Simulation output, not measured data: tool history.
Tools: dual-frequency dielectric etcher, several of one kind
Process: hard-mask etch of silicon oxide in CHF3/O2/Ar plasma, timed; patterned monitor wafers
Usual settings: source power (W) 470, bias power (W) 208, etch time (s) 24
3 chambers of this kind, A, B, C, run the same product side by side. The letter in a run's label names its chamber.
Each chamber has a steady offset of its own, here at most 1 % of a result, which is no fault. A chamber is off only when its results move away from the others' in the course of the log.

run	hour	source power (W)	bias power (W)	etch time (s)	read-back reference wafer on the same gauge, depth_nm	mean etch depth across the wafer (angstrom)
1A	6.1	470	208	24	37.302	454.68
2C	15.0	470	208	24	37.314	458.37
# hour 19.5: chamber C: wet clean of the chamber
3B	23.4	470	208	24	37.325	455.02
4C	33.1	470	208	24	37.318	457.60
5B	40.2	470	208	24	37.328	454.25
6A	47.8	470	208	24	37.338	455.12
7A	56.9	470	208	24	37.347	455.91
8B	64.9	470	208	24	37.349	454.63
9C	70.4	470	208	24	37.350	459.16
10B	78.3	470	208	24	37.367	455.63
11A	87.1	470	208	24	37.351	455.21
12C	96.7	470	208	24	37.366	458.72
13B	106.9	470	208	24	37.376	455.99
14A	118.0	550	177	24	37.388	456.89
15C	129.5	550	177	24	37.395	460.58
16B	139.5	550	177	24	37.414	458.46
17C	149.6	470	208	24	37.412	457.73
18A	160.3	410	208	17	37.421	306.47
19C	166.6	410	208	17	37.415	308.57
20B	176.2	410	208	17	37.431	305.88
21A	181.6	470	208	24	37.430	455.21
22C	190.9	470	208	24	37.441	458.00
23B	196.6	470	208	24	37.445	456.19
24A	207.3	470	208	24	37.451	456.40
25C	213.9	470	208	24	37.451	459.55

Is one chamber off against the others, does the gauge drift, or is nothing wrong? If a chamber is off, say which, and what the likeliest cause is.

The gauge drifts, so all chambers seem to drift together. No chamber is off.
Cause: gauge reads high (%) = 0.439.

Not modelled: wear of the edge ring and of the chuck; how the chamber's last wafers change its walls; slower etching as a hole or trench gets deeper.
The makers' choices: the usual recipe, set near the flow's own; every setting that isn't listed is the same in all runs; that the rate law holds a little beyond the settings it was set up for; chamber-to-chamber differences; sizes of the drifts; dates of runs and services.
